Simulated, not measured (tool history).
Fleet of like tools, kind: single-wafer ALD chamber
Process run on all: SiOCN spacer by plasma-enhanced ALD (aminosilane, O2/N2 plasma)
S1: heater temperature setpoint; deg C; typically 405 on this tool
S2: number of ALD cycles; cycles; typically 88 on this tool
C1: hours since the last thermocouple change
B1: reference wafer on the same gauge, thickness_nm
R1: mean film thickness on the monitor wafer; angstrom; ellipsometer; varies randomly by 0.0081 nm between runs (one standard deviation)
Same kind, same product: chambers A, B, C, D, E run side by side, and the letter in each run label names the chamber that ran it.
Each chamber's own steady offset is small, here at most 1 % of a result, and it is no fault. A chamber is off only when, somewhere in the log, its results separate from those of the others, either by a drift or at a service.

run	hour	S1	S2	C1	B1	R1
1C	8.3	405	88	1881.8	5.3123	52.401
2B	16.6	405	88	2258.9	5.3121	52.874
3A	22.5	405	88	125.6	5.3119	52.612
4D	30	405	88	987.2	5.314	52.347
5E	38.7	405	88	2368.3	5.3137	52.45
6A	51.1	405	88	154.2	5.3147	52.631
7C	56.5	405	88	1930	5.3171	52.479
8D	65.8	405	88	1023	5.3178	52.38
9B	71.5	419	99	2313.8	5.3167	56.896
10E	79.7	419	99	2409.3	5.3198	56.5
11D	86.9	419	99	1044.1	5.3198	56.439
12A	96.9	419	99	200	5.3202	56.684
13B	103.2	419	99	2345.5	5.3189	56.972
# hour 112.3: chamber E: thermocouple changed; heater temperature recalibrated
14C	113.1	405	88	1986.6	5.3227	52.393
# hour 119.4: chamber C: thermocouple changed; heater temperature recalibrated
15E	120	405	88	7.7	5.3221	52.564
16E	126.2	405	88	13.9	5.3244	52.258
17C	131.9	405	88	12.6	5.322	52.33
18D	143.9	405	88	1101.1	5.3267	52.487
19A	151.6	405	88	254.7	5.3273	52.659
20B	160.1	405	88	2402.4	5.3258	52.955
21E	166.6	405	88	54.3	5.3279	52.425
22D	177.6	405	88	1134.8	5.3275	52.565
23B	184.8	405	88	2427.1	5.3275	52.98
24C	192.6	398	88	73.3	5.3281	53.246
25A	203.5	398	88	306.6	5.3305	53.322
26A	209.8	398	88	312.9	5.3338	53.593
27D	220.7	398	88	1177.9	5.3293	53.221
28C	229	398	88	109.7	5.3343	53.515
29E	241.4	405	88	129.1	5.3337	52.514
30B	252.3	405	88	2494.6	5.3353	53.216
31E	263.1	405	88	150.8	5.3389	52.521
32D	268.5	405	88	1225.7	5.3366	52.555
33A	276.2	405	88	379.3	5.338	52.702
34C	283.8	405	88	164.5	5.3389	52.789
35B	292	405	88	2534.3	5.3412	52.977
36D	302.4	405	88	1259.6	5.3413	52.531
37E	313.9	405	88	201.6	5.3427	52.615
38C	323.6	405	77	204.3	5.3432	46.155

All 5 chambers run these settings next. Forecast each chamber's results:
39A	332.4	399	88			?
39B	332.4	399	88			?
39C	332.4	399	88			?
39D	332.4	399	88			?
39E	332.4	399	88			?

run	R1
39A	53.674
39B	53.878
39C	53.609
39D	53.608
39E	53.463
